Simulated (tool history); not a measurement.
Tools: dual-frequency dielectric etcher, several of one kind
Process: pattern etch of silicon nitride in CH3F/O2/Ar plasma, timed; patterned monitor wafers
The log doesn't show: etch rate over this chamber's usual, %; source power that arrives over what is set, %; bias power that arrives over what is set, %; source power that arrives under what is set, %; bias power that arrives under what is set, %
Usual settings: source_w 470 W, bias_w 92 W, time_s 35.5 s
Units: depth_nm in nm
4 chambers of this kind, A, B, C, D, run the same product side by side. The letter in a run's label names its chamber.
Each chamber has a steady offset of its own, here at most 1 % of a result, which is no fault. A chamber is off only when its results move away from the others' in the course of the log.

| run | hour | source_w | bias_w | time_s | hours since the last wet clean | hours since the last source power generator calibration | hours since the last bias power generator calibration | read-back reference wafer on the same gauge, depth_nm | depth_nm |
|---|---|---|---|---|---|---|---|---|---|
| 1B | 6.1 | 470 | 92 | 35.5 | 232.3 | 184.8 | 2142.0 | 31.292 | 28.942 |
| 2C | 13.1 | 470 | 92 | 35.5 | 129.2 | 206.1 | 1125.9 | 31.286 | 28.559 |
| 3A | 19.3 | 470 | 92 | 35.5 | 128.0 | 493.6 | 480.2 | 31.284 | 28.784 |
| 4D | 24.4 | 470 | 92 | 35.5 | 188.1 | 389.3 | 1668.8 | 31.262 | 28.754 |
| 5D | 31.7 | 470 | 92 | 35.5 | 195.4 | 396.6 | 1676.1 | 31.265 | 28.767 |
| 6C | 38.4 | 470 | 92 | 35.5 | 154.5 | 231.4 | 1151.2 | 31.243 | 28.522 |
| 7B | 44.3 | 470 | 92 | 35.5 | 270.5 | 223.0 | 2180.2 | 31.241 | 28.910 |
| 8A | 52.4 | 470 | 92 | 35.5 | 161.1 | 526.7 | 513.3 | 31.238 | 28.736 |
| 9C | 60.6 | 470 | 92 | 35.5 | 176.7 | 253.6 | 1173.4 | 31.233 | 28.512 |
| 10D | 66.1 | 470 | 92 | 35.5 | 229.8 | 431.0 | 1710.5 | 31.223 | 28.644 |
|  | 69.6 | chamber B: bias power generator calibrated |
| 11A | 70.8 | 390 | 81 | 35.5 | 179.5 | 545.1 | 531.7 | 31.220 | 25.542 |
| 12B | 76.8 | 390 | 81 | 35.5 | 303.0 | 255.5 | 7.3 | 31.206 | 25.665 |
| 13D | 81.0 | 390 | 81 | 35.5 | 244.7 | 445.9 | 1725.4 | 31.218 | 25.601 |
| 14C | 88.6 | 390 | 81 | 35.5 | 204.7 | 281.6 | 1201.4 | 31.195 | 25.350 |
| 15B | 95.9 | 470 | 92 | 35.5 | 322.1 | 274.6 | 26.4 | 31.196 | 28.760 |
| 16A | 101.3 | 470 | 92 | 35.5 | 210.0 | 575.6 | 562.2 | 31.174 | 28.660 |
| 17B | 109.2 | 470 | 92 | 35.5 | 335.4 | 287.9 | 39.7 | 31.172 | 28.765 |
| 18D | 115.7 | 470 | 92 | 35.5 | 279.4 | 480.6 | 1760.1 | 31.159 | 28.625 |
| 19C | 121.6 | 470 | 92 | 35.5 | 237.7 | 314.6 | 1234.4 | 31.161 | 28.437 |
| 20A | 126.5 | 470 | 92 | 35.5 | 235.2 | 600.8 | 587.4 | 31.145 | 28.701 |
| 21D | 133.5 | 470 | 92 | 35.5 | 297.2 | 498.4 | 1777.9 | 31.156 | 28.594 |
| 22B | 141.6 | 470 | 92 | 35.5 | 367.8 | 320.3 | 72.1 | 31.140 | 28.701 |
| 23C | 147.4 | 470 | 92 | 35.5 | 263.5 | 340.4 | 1260.2 | 31.117 | 28.373 |
| 24A | 154.2 | 470 | 92 | 35.5 | 262.9 | 628.5 | 615.1 | 31.101 | 28.592 |

What goes on in this fleet: one chamber off, a drifting gauge, or nothing beyond the chambers' own small offsets? Name the chamber and the cause, if any.

The gauge drifts, so all chambers seem to drift together. No chamber is off.
Cause: gauge reads low (%) = 0.607.
